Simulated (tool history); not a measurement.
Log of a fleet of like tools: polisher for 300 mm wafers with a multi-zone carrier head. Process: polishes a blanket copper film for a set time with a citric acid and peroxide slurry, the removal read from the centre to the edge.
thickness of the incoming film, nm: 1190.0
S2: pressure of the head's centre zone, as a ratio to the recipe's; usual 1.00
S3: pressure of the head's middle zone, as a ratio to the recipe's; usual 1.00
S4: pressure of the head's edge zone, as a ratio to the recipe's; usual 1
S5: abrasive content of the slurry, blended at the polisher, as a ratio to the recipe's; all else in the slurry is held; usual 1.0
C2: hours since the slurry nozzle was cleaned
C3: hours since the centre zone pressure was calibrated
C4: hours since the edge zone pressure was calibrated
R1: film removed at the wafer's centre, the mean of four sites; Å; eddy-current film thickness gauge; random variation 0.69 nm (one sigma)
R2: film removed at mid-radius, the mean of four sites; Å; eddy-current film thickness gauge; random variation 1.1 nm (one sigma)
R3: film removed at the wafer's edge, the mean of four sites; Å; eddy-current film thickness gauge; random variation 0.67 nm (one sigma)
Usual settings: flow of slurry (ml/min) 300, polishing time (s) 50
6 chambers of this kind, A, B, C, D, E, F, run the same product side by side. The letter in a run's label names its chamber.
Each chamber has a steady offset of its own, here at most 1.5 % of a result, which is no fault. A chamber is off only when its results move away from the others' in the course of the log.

At hour 9.8: chamber C: worn pad replaced by a new one.
Run 1F, hour 12.7: usual settings; wafers polished on this pad 356; C2 117.6; C3 301.0; C4 199.8. Result: R1 888.54 Å, R2 898.92 Å, R3 871.99 Å.
Run 2C, hour 22.0: usual settings; wafers polished on this pad 119; C2 237.7; C3 625.4; C4 594.6. Result: R1 863.43 Å, R2 866.39 Å, R3 872.07 Å.
Run 3E, hour 32.0: usual settings; wafers polished on this pad 445; C2 172.2; C3 641.2; C4 498.8. Result: R1 851.89 Å, R2 888.55 Å, R3 877.68 Å.
Run 4B, hour 39.1: usual settings; wafers polished on this pad 764; C2 820.9; C3 662.7; C4 1425.2. Result: R1 876.59 Å, R2 856.26 Å, R3 847.64 Å.
At hour 40.6: chamber A: edge zone pressure recalibrated.
At hour 43.6: chamber B: edge zone pressure recalibrated.
At hour 44.8: chamber D: worn pad replaced by a new one.
Run 5D, hour 51.7: usual settings; wafers polished on this pad 68; C2 67.8; C3 945.3; C4 728.1. Result: R1 857.89 Å, R2 870.13 Å, R3 880.43 Å.
At hour 58.3: chamber E: worn pad replaced by a new one.
Run 6A, hour 59.1: usual settings; wafers polished on this pad 834; C2 331.1; C3 520.5; C4 18.6. Result: R1 864.28 Å, R2 884.40 Å, R3 865.76 Å.
At hour 70.9: chamber C: edge zone pressure recalibrated.
Run 7D, hour 71.5: usual settings; wafers polished on this pad 262; C2 87.6; C3 965.1; C4 747.9. Result: R1 844.52 Å, R2 853.63 Å, R3 873.19 Å.
Run 8A, hour 80.6: usual settings; wafers polished on this pad 1045; C2 352.6; C3 542.0; C4 40.1. Result: R1 861.30 Å, R2 859.22 Å, R3 856.24 Å.
Run 9C, hour 88.6: usual settings; wafers polished on this pad 772; C2 304.3; C3 692.0; C4 17.8. Result: R1 862.93 Å, R2 864.31 Å, R3 873.22 Å.
Run 10B, hour 98.2: usual settings; wafers polished on this pad 1343; C2 880.0; C3 721.8; C4 54.7. Result: R1 864.16 Å, R2 873.39 Å, R3 861.99 Å.
At hour 105.0: chamber A: worn pad replaced by a new one.
Run 11E, hour 106.4: usual settings; wafers polished on this pad 471; C2 246.6; C3 715.6; C4 573.2. Result: R1 870.66 Å, R2 861.08 Å, R3 864.73 Å.
At hour 108.9: chamber B: slurry nozzle cleaned.
Run 12F, hour 116.1: usual settings but S2 0.89; wafers polished on this pad 1369; C2 221.0; C3 404.4; C4 303.2. Result: R1 760.56 Å, R2 885.33 Å, R3 863.17 Å.
At hour 121.4: chamber B: worn pad replaced by a new one.
Run 13D, hour 125.4: usual settings but S2 0.89; wafers polished on this pad 790; C2 141.5; C3 1019.0; C4 801.8. Result: R1 760.13 Å, R2 859.52 Å, R3 869.23 Å.
At hour 129.6: chamber E: worn pad replaced by a new one.
At hour 132.4: chamber D: worn pad replaced by a new one.
At hour 137.6: chamber E: edge zone pressure recalibrated.
Run 14B, hour 139.1: usual settings but S2 0.89; wafers polished on this pad 173; C2 30.3; C3 762.7; C4 95.6. Result: R1 761.60 Å, R2 855.76 Å, R3 863.90 Å.
At hour 147.4: chamber C: worn pad replaced by a new one.
At hour 150.2: chamber A: slurry nozzle cleaned.
Run 15E, hour 151.9: usual settings but S2 0.89; wafers polished on this pad 219; C2 292.1; C3 761.1; C4 14.3. Result: R1 758.28 Å, R2 868.80 Å, R3 861.83 Å.
Run 16A, hour 159.8: usual settings but S2 0.89; wafers polished on this pad 537; C2 9.6; C3 621.2; C4 119.3. Result: R1 749.83 Å, R2 882.22 Å, R3 869.61 Å.
Run 17F, hour 170.7: usual settings but S2 0.89; wafers polished on this pad 1904; C2 275.6; C3 459.0; C4 357.8. Result: R1 733.78 Å, R2 866.58 Å, R3 828.44 Å.
Run 18C, hour 177.4: usual settings; wafers polished on this pad 294; C2 393.1; C3 780.8; C4 106.6. Result: R1 846.19 Å, R2 868.00 Å, R3 868.10 Å.
At hour 180.6: chamber D: edge zone pressure recalibrated.
Run 19E, hour 184.4: usual settings but flow of slurry (ml/min) 200; wafers polished on this pad 537; C2 324.6; C3 793.6; C4 46.8. Result: R1 817.67 Å, R2 826.55 Å, R3 842.09 Å.
At hour 193.9: chamber B: centre zone pressure recalibrated.
Run 20D, hour 196.4: usual settings but flow of slurry (ml/min) 200; wafers polished on this pad 627; C2 212.5; C3 1090.0; C4 15.9. Result: R1 812.94 Å, R2 831.05 Å, R3 833.67 Å.
Run 21F, hour 206.2: usual settings but flow of slurry (ml/min) 200; wafers polished on this pad 2252; C2 311.1; C3 494.5; C4 393.3. Result: R1 788.37 Å, R2 788.90 Å, R3 799.86 Å.
At hour 210.6: chamber E: worn pad replaced by a new one.
At hour 211.8: chamber D: worn pad replaced by a new one.
At hour 217.4: chamber A: worn pad replaced by a new one.
Run 22B, hour 218.3: usual settings but flow of slurry (ml/min) 200; wafers polished on this pad 949; C2 109.5; C3 24.4; C4 174.8. Result: R1 829.09 Å, R2 813.42 Å, R3 822.53 Å.
Run 23C, hour 226.8: usual settings but flow of slurry (ml/min) 200; wafers polished on this pad 778; C2 442.5; C3 830.2; C4 156.0. Result: R1 806.22 Å, R2 812.54 Å, R3 848.76 Å.
Run 24A, hour 237.0: usual settings but flow of slurry (ml/min) 200; wafers polished on this pad 192; C2 86.8; C3 698.4; C4 196.5. Result: R1 804.01 Å, R2 823.02 Å, R3 823.85 Å.
Run 25B, hour 244.8: usual settings; wafers polished on this pad 1209; C2 136.0; C3 50.9; C4 201.3. Result: R1 868.48 Å, R2 849.56 Å, R3 845.96 Å.
Run 26E, hour 255.1: usual settings; wafers polished on this pad 436; C2 395.3; C3 864.3; C4 117.5. Result: R1 854.77 Å, R2 871.90 Å, R3 875.97 Å.
Run 27C, hour 262.4: usual settings; wafers polished on this pad 1127; C2 478.1; C3 865.8; C4 191.6. Result: R1 858.93 Å, R2 868.88 Å, R3 868.13 Å.
At hour 262.7: chamber C: worn pad replaced by a new one.
Run 28D, hour 276.2: usual settings; wafers polished on this pad 631; C2 292.3; C3 1169.8; C4 95.7. Result: R1 863.85 Å, R2 874.33 Å, R3 856.28 Å.
At hour 279.7: chamber B: worn pad replaced by a new one.
At hour 289.8: chamber E: worn pad replaced by a new one.
Run 29A, hour 290.1: usual settings; wafers polished on this pad 712; C2 139.9; C3 751.5; C4 249.6. Result: R1 854.06 Å, R2 860.16 Å, R3 861.65 Å.
Run 30F, hour 298.5: usual settings; wafers polished on this pad 3156; C2 403.4; C3 586.8; C4 485.6. Result: R1 796.71 Å, R2 787.35 Å, R3 794.29 Å.
At hour 298.7: chamber D: worn pad replaced by a new one.
Run 31A, hour 307.9: usual settings; wafers polished on this pad 887; C2 157.7; C3 769.3; C4 267.4. Result: R1 863.63 Å, R2 886.95 Å, R3 873.38 Å.
Run 32C, hour 315.5: usual settings but S2 1.11, S3 1.06; wafers polished on this pad 518; C2 531.2; C3 918.9; C4 244.7. Result: R1 954.76 Å, R2 917.29 Å, R3 884.31 Å.
At hour 316.1: chamber F: centre zone pressure recalibrated.
Run 33D, hour 326.7: usual settings but S2 1.11, S3 1.06; wafers polished on this pad 274; C2 342.8; C3 1220.3; C4 146.2. Result: R1 952.43 Å, R2 910.85 Å, R3 871.71 Å.
Run 34E, hour 341.4: usual settings but S2 1.11, S3 1.06; wafers polished on this pad 506; C2 481.6; C3 950.6; C4 203.8. Result: R1 964.33 Å, R2 909.00 Å, R3 866.63 Å.
Run 35F, hour 350.7: usual settings but S2 1.11, S3 1.06; wafers polished on this pad 3667; C2 455.6; C3 34.7; C4 537.8. Result: R1 881.93 Å, R2 830.22 Å, R3 793.82 Å.
Run 36B, hour 359.5: usual settings but S2 1.11, S3 1.06; wafers polished on this pad 782; C2 250.7; C3 165.6; C4 316.0. Result: R1 975.57 Å, R2 901.32 Å, R3 866.54 Å.

Is one chamber off against the others, does the gauge drift, or is nothing wrong? If a chamber is off, say which, and what the likeliest cause is.

Chamber F drifts away from the others.
Cause: removal rate lost through wear of the pad, % = 10.5.

Here are 4 candidates for chamber F's next run, each the usual settings with a change, their results left as question marks. Which one brings its results back in line with what the others give on the usual settings?
In line means no further than this from the other chambers' mean on the usual settings: R1 24.00 Å; R2 39.00 Å; R3 24.00 Å
Run 37F-1, hour 370.4: usual settings but polishing time (s) 47. Result: R1 ?, R2 ?, R3 ?.
Run 37F-2, hour 370.4: usual settings but S4 0.99, polishing time (s) 45. Result: R1 ?, R2 ?, R3 ?.
Run 37F-3, hour 370.4: usual settings but polishing time (s) 53. Result: R1 ?, R2 ?, R3 ?.
Run 37F-4, hour 370.4: usual settings but S4 1.01, polishing time (s) 55. Result: R1 ?, R2 ?, R3 ?.

The other chambers' mean on the usual settings: R1 862.78 Å; R2 867.07 Å; R3 866.18 Å
  run      R1      R2      R3
37F-1  730.10  734.97  729.62
37F-2  699.03  703.70  694.84
37F-3  823.31  828.79  822.76
37F-4  854.38  860.05  858.35
37F-4 brings the chamber back in line.

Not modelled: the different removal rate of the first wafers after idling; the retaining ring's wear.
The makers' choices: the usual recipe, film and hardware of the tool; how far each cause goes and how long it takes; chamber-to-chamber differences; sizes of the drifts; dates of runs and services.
